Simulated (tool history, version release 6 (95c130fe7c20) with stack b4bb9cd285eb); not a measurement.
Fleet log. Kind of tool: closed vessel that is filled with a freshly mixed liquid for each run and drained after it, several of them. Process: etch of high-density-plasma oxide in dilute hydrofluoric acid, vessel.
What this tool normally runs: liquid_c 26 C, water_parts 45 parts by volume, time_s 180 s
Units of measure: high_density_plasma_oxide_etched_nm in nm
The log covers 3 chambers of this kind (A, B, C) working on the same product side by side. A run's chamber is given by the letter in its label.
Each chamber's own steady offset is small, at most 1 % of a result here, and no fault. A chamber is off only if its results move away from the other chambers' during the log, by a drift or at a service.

| run | hour | liquid_c | water_parts | time_s | read-back film thickness of the high-density-plasma oxide reference wafer, read on the same gauge (nm) | high_density_plasma_oxide_etched_nm |
|---|---|---|---|---|---|---|
| 1B | 8.7 | 26 | 45 | 180 | 49.99 | 35.103 |
| 2C | 16.8 | 26 | 45 | 180 | 49.994 | 34.887 |
| 3A | 23.5 | 26 | 45 | 180 | 49.976 | 34.756 |
| 4A | 29.7 | 26 | 45 | 180 | 50.009 | 34.15 |
| 5C | 33.8 | 26 | 45 | 180 | 50.027 | 35.257 |
| 6B | 37.7 | 26 | 45 | 180 | 50.017 | 34.99 |
| 7C | 43 | 26 | 45 | 180 | 49.986 | 34.461 |
| 8A | 51.4 | 26 | 45 | 180 | 50.022 | 34.408 |
| 9B | 57.9 | 26 | 45 | 180 | 50.01 | 34.469 |
| 10B | 63.1 | 26 | 45 | 180 | 49.992 | 34.956 |
| 11C | 69.7 | 26 | 45 | 180 | 49.997 | 34.683 |
| 12A | 76.3 | 26 | 45 | 180 | 50.029 | 34.629 |
| 13C | 82 | 26 | 45 | 180 | 50.03 | 35.065 |
| 14B | 89.6 | 26 | 45 | 180 | 50.006 | 35.092 |
| 15A | 98.1 | 26 | 45 | 180 | 50.01 | 34.141 |
| 16C | 105.7 | 22 | 45 | 140 | 49.99 | 22.93 |
| 17A | 112.3 | 22 | 45 | 140 | 49.99 | 22.624 |
| 18B | 120.2 | 22 | 45 | 140 | 50.009 | 23.19 |
| 19A | 126.2 | 26 | 45 | 100 | 49.997 | 19.308 |
| 20B | 131.8 | 26 | 45 | 100 | 49.981 | 19.506 |
| 21C | 137.6 | 26 | 45 | 100 | 49.993 | 19.404 |
| 22B | 143.8 | 26 | 30 | 180 | 50.007 | 53.761 |
| 23C | 150.4 | 26 | 30 | 180 | 50.012 | 53.478 |
| 24A | 155.4 | 26 | 30 | 180 | 49.984 | 52.789 |
| 25A | 159.9 | 26 | 45 | 180 | 50.028 | 34.442 |
|  | 165 | chamber C: hydrofluoric acid flow meter replaced |
| 26B | 166.6 | 26 | 45 | 180 | 49.984 | 35.173 |
| 27C | 171.7 | 26 | 45 | 180 | 50.026 | 34.513 |
| 28A | 177.9 | 26 | 45 | 180 | 49.983 | 34.65 |
| 29B | 183.8 | 26 | 45 | 180 | 50.003 | 35.415 |
| 30C | 189.3 | 26 | 45 | 180 | 50.033 | 34.603 |
| 31C | 194.8 | 26 | 45 | 180 | 50.026 | 35.14 |

What goes on in this fleet: one chamber off, a drifting gauge, or nothing beyond the chambers' own small offsets? Name the chamber and the cause, if any.

Neither any chamber nor the gauge drifts; the chambers differ only by their own small, steady offsets.

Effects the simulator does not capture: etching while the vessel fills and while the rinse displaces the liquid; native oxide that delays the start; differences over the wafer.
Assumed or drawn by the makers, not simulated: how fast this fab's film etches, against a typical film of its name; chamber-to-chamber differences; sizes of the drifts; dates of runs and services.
